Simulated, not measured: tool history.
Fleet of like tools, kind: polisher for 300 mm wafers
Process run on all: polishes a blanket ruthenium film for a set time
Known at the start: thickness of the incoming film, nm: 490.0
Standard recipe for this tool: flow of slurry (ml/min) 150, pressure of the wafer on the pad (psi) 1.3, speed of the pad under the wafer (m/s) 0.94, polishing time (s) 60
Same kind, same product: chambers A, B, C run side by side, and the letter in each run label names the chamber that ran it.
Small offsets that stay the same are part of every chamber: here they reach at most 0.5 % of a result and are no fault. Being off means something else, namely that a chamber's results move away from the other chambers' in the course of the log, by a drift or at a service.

run   hour  flow of slurry (ml/min)  pressure of the wafer on the pad (psi)  speed of the pad under the wafer (m/s)  polishing time (s)  film removed (Å)
 1B    5.9                      150                                     1.3                                    0.94                  60            339.53
 2C   12.8                      150                                     1.3                                    0.94                  60            342.31
        18  -- chamber B: slurry nozzle cleaned
 3A     22                      150                                     1.3                                    0.94                  60            344.46
 4A   28.1                      150                                     1.3                                    0.94                  60            344.42
      34.4  -- chamber C: worn pad replaced by a new one
 5B   34.7                      150                                     1.3                                    0.94                  60            339.92
 6C   44.1                      150                                     0.9                                    1.14                  60            289.43
 7A   49.2                      150                                     0.9                                    1.14                  60            292.63
 8B   58.3                      150                                     0.9                                    1.14                  60            283.38
 9C   65.8                      150                                     1.3                                    0.94                  60            350.44
10A     72                      150                                     1.3                                    0.94                  60               345
11C   78.5                      150                                     1.3                                    0.94                  60            342.31
      79.6  -- chamber B: worn pad replaced by a new one
12B   86.6                      150                                     1.3                                    0.94                  60            343.06
13A   90.7                      150                                     1.3                                    0.94                  60            343.49
14C   96.5                      150                                     1.3                                    0.94                  60            341.02
15B  105.3                      150                                     1.3                                    0.94                  60            345.15
16A  110.8                      150                                     1.3                                    0.94                  60            348.78
17B  115.5                      150                                     1.8                                    1.24                  60            632.54
     118.1  -- chamber C: worn pad replaced by a new one
18C  120.5                      150                                     1.8                                    1.24                  60            616.11
19B  126.2                      150                                     1.8                                    1.24                  60            635.41
     130.6  -- chamber A: worn pad replaced by a new one
20A  133.8                      150                                     1.3                                    0.94                  60            339.79
21C  140.3                      150                                     1.3                                    0.94                  60            339.61
22A  147.7                      150                                     1.3                                    0.94                  60            348.45
23B  152.9                      150                                     1.3                                    0.94                  60            341.76
24C  157.5                      150                                     1.3                                    0.94                  60            346.14
25A  166.7                      150                                     1.3                                    0.94                  60            356.39
     167.4  -- chamber C: slurry nozzle cleaned
26B  171.6                      150                                     1.3                                    0.94                  60            349.62
27C  176.4                      150                                     1.3                                    0.94                  60            336.92
28A  184.5                      150                                     1.3                                    0.94                  60            329.07
     189.9  -- chamber B: worn pad replaced by a new one
29C  191.1                      150                                     1.3                                    0.94                  60             339.4
30B  196.6                      150                                     1.3                                     0.8                  60            300.28
     199.7  -- chamber C: worn pad replaced by a new one
31C  205.4                      150                                     1.3                                     0.8                  60            291.44
32A  214.6                      150                                     1.3                                     0.8                  60            291.83
33B  222.3                      120                                     1.3                                    1.06                  60            369.59
34C  230.5                      120                                     1.3                                    1.06                  60            359.27
35A  236.4                      120                                     1.3                                    1.06                  60            355.56
36B  242.7                      150                                     1.3                                    0.94                  60            345.97
37A  250.2                      170                                     1.3                                    0.68                  60            259.56

The same settings go to every chamber for the next run, one line per chamber below. Forecast the results for each:
38A  257.1                      150                                     1.3                                    0.72                  60                 ?
38B  257.1                      150                                     1.3                                    0.72                  60                 ?
38C  257.1                      150                                     1.3                                    0.72                  60                 ?

run  film removed (Å)
38A             256.7
38B             270.5
38C            253.37
